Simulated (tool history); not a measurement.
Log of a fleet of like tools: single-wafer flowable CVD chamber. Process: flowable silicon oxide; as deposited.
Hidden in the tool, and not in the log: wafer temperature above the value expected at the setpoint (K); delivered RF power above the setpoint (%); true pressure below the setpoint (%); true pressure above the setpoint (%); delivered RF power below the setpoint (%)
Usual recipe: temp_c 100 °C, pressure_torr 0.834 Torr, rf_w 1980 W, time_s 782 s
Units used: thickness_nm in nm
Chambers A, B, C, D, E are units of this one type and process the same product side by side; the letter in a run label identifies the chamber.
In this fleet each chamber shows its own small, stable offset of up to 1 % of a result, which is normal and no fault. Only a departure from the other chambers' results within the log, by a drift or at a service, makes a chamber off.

run   hour  temp_c  pressure_torr  rf_w  time_s  hours since the last thermocouple change  hours since the last RF generator calibration  hours since the last manometer calibration  read-back reference wafer on the same gauge, thickness_nm  thickness_nm
 1A    8.6     100          0.834  1980     782                                     208.0                                          801.0                                      1857.1                                                     598.01        503.05
 2E   17.7     100          0.834  1980     782                                     996.5                                         1110.3                                      1067.5                                                     598.26        500.47
 3D   26.0     100          0.834  1980     782                                    1672.8                                          134.4                                       932.7                                                     598.08        501.35
 4B   34.0     100          0.834  1980     782                                     718.6                                          881.9                                       516.5                                                     598.30        499.84
 5C   46.2     100          0.834  1980     782                                     550.4                                          652.8                                       317.5                                                     598.77        502.07
 6E   58.7     100          0.702  1760     782                                    1037.5                                         1151.3                                      1108.5                                                     598.71        387.24
 7A   65.2     100          0.702  1760     782                                     264.6                                          857.6                                      1913.7                                                     598.72        388.57
 8D   71.0     100          0.702  1760     782                                    1717.8                                          179.4                                       977.7                                                     598.69        386.62
 9C   79.8     100          0.702  1760     782                                     584.0                                          686.4                                       351.1                                                     598.92        388.59
10B   86.1     100          0.702  1760     782                                     770.7                                          934.0                                       568.6                                                     599.06        387.31
11B   92.5     100          0.834  1980     782                                     777.1                                          940.4                                       575.0                                                     598.83        500.22
12D   99.0     100          0.834  1980     782                                    1745.8                                          207.4                                      1005.7                                                     599.04        503.74
13A  105.8     100          0.834  1980     782                                     305.2                                          898.2                                      1954.3                                                     599.11        504.74
14C  117.4     100          0.834  1980     782                                     621.6                                          724.0                                       388.7                                                     599.22        503.47
15E  124.2     100          0.834  1980     782                                    1103.0                                         1216.8                                      1174.0                                                     599.33        500.08
16E  130.6     100          0.834  1980     782                                    1109.4                                         1223.2                                      1180.4                                                     599.12        501.10
17B  141.3     100          0.834  1980     782                                     825.9                                          989.2                                       623.8                                                     599.53        501.62
18A  150.8     100          0.834  1980     782                                     350.2                                          943.2                                      1999.3                                                     599.66        505.95
19D  156.3     100          0.834  1980     782                                    1803.1                                          264.7                                      1063.0                                                     599.72        504.40
20C  161.7     100          0.834  1980     782                                     665.9                                          768.3                                       433.0                                                     599.72        504.33
21A  171.5     100          0.834  1980     782                                     370.9                                          963.9                                      2020.0                                                     599.76        505.34
     173.8  -- chamber A: capacitance manometer re-zeroed and calibrated
22D  180.3     100          0.834  1980     782                                    1827.1                                          288.7                                      1087.0                                                     599.98        503.90
23E  186.0     100          0.834  1980     782                                    1164.8                                         1278.6                                      1235.8                                                     600.01        500.95
24B  197.4     100          0.834  1980     782                                     882.0                                         1045.3                                       679.9                                                     600.14        502.56
25C  205.1     100          0.834  1980     782                                     709.3                                          811.7                                       476.4                                                     600.29        504.19
26C  215.9     108          0.834  1980     782                                     720.1                                          822.5                                       487.2                                                     600.43        384.97
27E  222.8     108          0.834  1980     782                                    1201.6                                         1315.4                                      1272.6                                                     600.47        384.37
28B  230.6     108          0.834  1980     782                                     915.2                                         1078.5                                       713.1                                                     600.59        384.87
     233.3  -- chamber E: thermocouple changed; heater temperature recalibrated
     238.8  -- chamber E: RF generator calibrated
29D  242.5     108          0.834  1980     782                                    1889.3                                          350.9                                      1149.2                                                     600.67        385.74
30A  250.2     108          0.834  1980     782                                     449.6                                         1042.6                                        76.4                                                     600.91        388.52
31E  257.5     100          0.834  1980     782                                      24.3                                           18.8                                      1307.3                                                     600.88        502.63
32D  266.5     100          0.834  1980     782                                    1913.3                                          374.9                                      1173.2                                                     600.97        503.54
33A  277.5      86          0.834  1980     782                                     476.9                                         1069.9                                       103.7                                                     600.92        789.88

All chambers now run identical settings, listed one chamber a line with results as question marks. What results will each chamber show?
34A  286.4     100          0.834  2315     782                                                                                                                                                                                                             ?
34B  286.4     100          0.834  2315     782                                                                                                                                                                                                             ?
34C  286.4     100          0.834  2315     782                                                                                                                                                                                                             ?
34D  286.4     100          0.834  2315     782                                                                                                                                                                                                             ?
34E  286.4     100          0.834  2315     782                                                                                                                                                                                                             ?

run  thickness_nm
34A        520.97
34B        517.23
34C        517.40
34D        519.41
34E        518.17

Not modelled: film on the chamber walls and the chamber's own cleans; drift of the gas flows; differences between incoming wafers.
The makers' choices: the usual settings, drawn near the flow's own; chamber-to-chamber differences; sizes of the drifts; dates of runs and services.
